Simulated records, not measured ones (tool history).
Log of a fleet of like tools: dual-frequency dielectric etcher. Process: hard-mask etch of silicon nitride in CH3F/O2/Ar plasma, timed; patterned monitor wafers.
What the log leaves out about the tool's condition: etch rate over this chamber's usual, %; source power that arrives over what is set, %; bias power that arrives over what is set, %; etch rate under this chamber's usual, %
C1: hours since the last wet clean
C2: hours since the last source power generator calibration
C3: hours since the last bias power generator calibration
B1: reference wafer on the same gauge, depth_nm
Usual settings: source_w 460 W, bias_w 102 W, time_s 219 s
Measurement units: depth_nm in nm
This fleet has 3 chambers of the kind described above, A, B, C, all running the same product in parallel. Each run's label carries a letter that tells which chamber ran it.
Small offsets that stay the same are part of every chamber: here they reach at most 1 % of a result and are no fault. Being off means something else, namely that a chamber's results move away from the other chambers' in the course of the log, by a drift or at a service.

run 1A hour=9.3 | source_w=460 bias_w=102 time_s=219 | C1=316.2 C2=2867.1 C3=893.9 | B1=177.07 | depth_nm=181.42
run 2C hour=19.6 | source_w=460 bias_w=102 time_s=219 | C1=42.5 C2=3262.2 C3=1671.7 | B1=177.05 | depth_nm=184.20
run 3B hour=30.0 | source_w=460 bias_w=102 time_s=219 | C1=48.1 C2=506.9 C3=1977.5 | B1=177.03 | depth_nm=183.82
run 4B hour=41.9 | source_w=460 bias_w=102 time_s=219 | C1=60.0 C2=518.8 C3=1989.4 | B1=177.13 | depth_nm=184.43
run 5A hour=53.3 | source_w=460 bias_w=102 time_s=219 | C1=360.2 C2=2911.1 C3=937.9 | B1=177.21 | depth_nm=181.76
run 6C hour=67.0 | source_w=460 bias_w=102 time_s=219 | C1=89.9 C2=3309.6 C3=1719.1 | B1=177.26 | depth_nm=184.00
run 7B hour=74.6 | source_w=460 bias_w=102 time_s=219 | C1=92.7 C2=551.5 C3=2022.1 | B1=177.28 | depth_nm=184.82
-- hour=82.2 chamber A: wet clean of the chamber
run 8C hour=87.8 | source_w=460 bias_w=102 time_s=219 | C1=110.7 C2=3330.4 C3=1739.9 | B1=177.26 | depth_nm=184.51
run 9A hour=97.5 | source_w=460 bias_w=102 time_s=219 | C1=15.4 C2=2955.3 C3=982.1 | B1=177.31 | depth_nm=181.17
run 10A hour=105.9 | source_w=460 bias_w=102 time_s=219 | C1=23.8 C2=2963.7 C3=990.5 | B1=177.33 | depth_nm=181.22
run 11B hour=113.3 | source_w=460 bias_w=102 time_s=219 | C1=131.4 C2=590.2 C3=2060.8 | B1=177.37 | depth_nm=184.20
run 12C hour=123.9 | source_w=460 bias_w=102 time_s=219 | C1=146.8 C2=3366.5 C3=1776.0 | B1=177.49 | depth_nm=184.83
run 13B hour=134.8 | source_w=460 bias_w=102 time_s=219 | C1=152.9 C2=611.7 C3=2082.3 | B1=177.46 | depth_nm=184.70
run 14C hour=150.9 | source_w=460 bias_w=102 time_s=219 | C1=173.8 C2=3393.5 C3=1803.0 | B1=177.52 | depth_nm=184.47
run 15A hour=161.0 | source_w=460 bias_w=102 time_s=219 | C1=78.9 C2=3018.8 C3=1045.6 | B1=177.50 | depth_nm=182.37
run 16C hour=174.3 | source_w=460 bias_w=102 time_s=219 | C1=197.2 C2=3416.9 C3=1826.4 | B1=177.68 | depth_nm=184.12
run 17A hour=184.5 | source_w=460 bias_w=102 time_s=219 | C1=102.4 C2=3042.3 C3=1069.1 | B1=177.63 | depth_nm=181.93
run 18B hour=195.2 | source_w=460 bias_w=102 time_s=219 | C1=213.3 C2=672.1 C3=2142.7 | B1=177.69 | depth_nm=184.70
run 19B hour=203.6 | source_w=460 bias_w=102 time_s=219 | C1=221.7 C2=680.5 C3=2151.1 | B1=177.69 | depth_nm=184.28
run 20C hour=216.9 | source_w=550 bias_w=111 time_s=219 | C1=239.8 C2=3459.5 C3=1869.0 | B1=177.74 | depth_nm=202.96
run 21A hour=230.5 | source_w=550 bias_w=111 time_s=219 | C1=148.4 C2=3088.3 C3=1115.1 | B1=177.81 | depth_nm=200.09
run 22C hour=242.1 | source_w=550 bias_w=111 time_s=219 | C1=265.0 C2=3484.7 C3=1894.2 | B1=177.84 | depth_nm=203.78
run 23B hour=252.9 | source_w=460 bias_w=102 time_s=219 | C1=271.0 C2=729.8 C3=2200.4 | B1=177.83 | depth_nm=185.04
run 24A hour=264.4 | source_w=460 bias_w=102 time_s=219 | C1=182.3 C2=3122.2 C3=1149.0 | B1=177.93 | depth_nm=182.23
run 25C hour=278.3 | source_w=460 bias_w=102 time_s=219 | C1=301.2 C2=3520.9 C3=1930.4 | B1=178.02 | depth_nm=184.64
run 26B hour=292.2 | source_w=460 bias_w=102 time_s=219 | C1=310.3 C2=769.1 C3=2239.7 | B1=177.97 | depth_nm=185.33
run 27A hour=302.8 | source_w=460 bias_w=102 time_s=219 | C1=220.7 C2=3160.6 C3=1187.4 | B1=178.06 | depth_nm=182.61
run 28B hour=318.9 | source_w=370 bias_w=78 time_s=219 | C1=337.0 C2=795.8 C3=2266.4 | B1=178.09 | depth_nm=154.52
run 29C hour=331.6 | source_w=370 bias_w=78 time_s=219 | C1=354.5 C2=3574.2 C3=1983.7 | B1=178.09 | depth_nm=154.95
run 30A hour=345.9 | source_w=370 bias_w=78 time_s=219 | C1=263.8 C2=3203.7 C3=1230.5 | B1=178.18 | depth_nm=152.46

The same settings go to every chamber for the next run, one line per chamber below. Forecast the results for each:
run 31A hour=357.6 | source_w=460 bias_w=102 time_s=219 | depth_nm=?
run 31B hour=357.6 | source_w=460 bias_w=102 time_s=219 | depth_nm=?
run 31C hour=357.6 | source_w=460 bias_w=102 time_s=219 | depth_nm=?

run=31A depth_nm=182.92
run=31B depth_nm=185.28
run=31C depth_nm=185.34
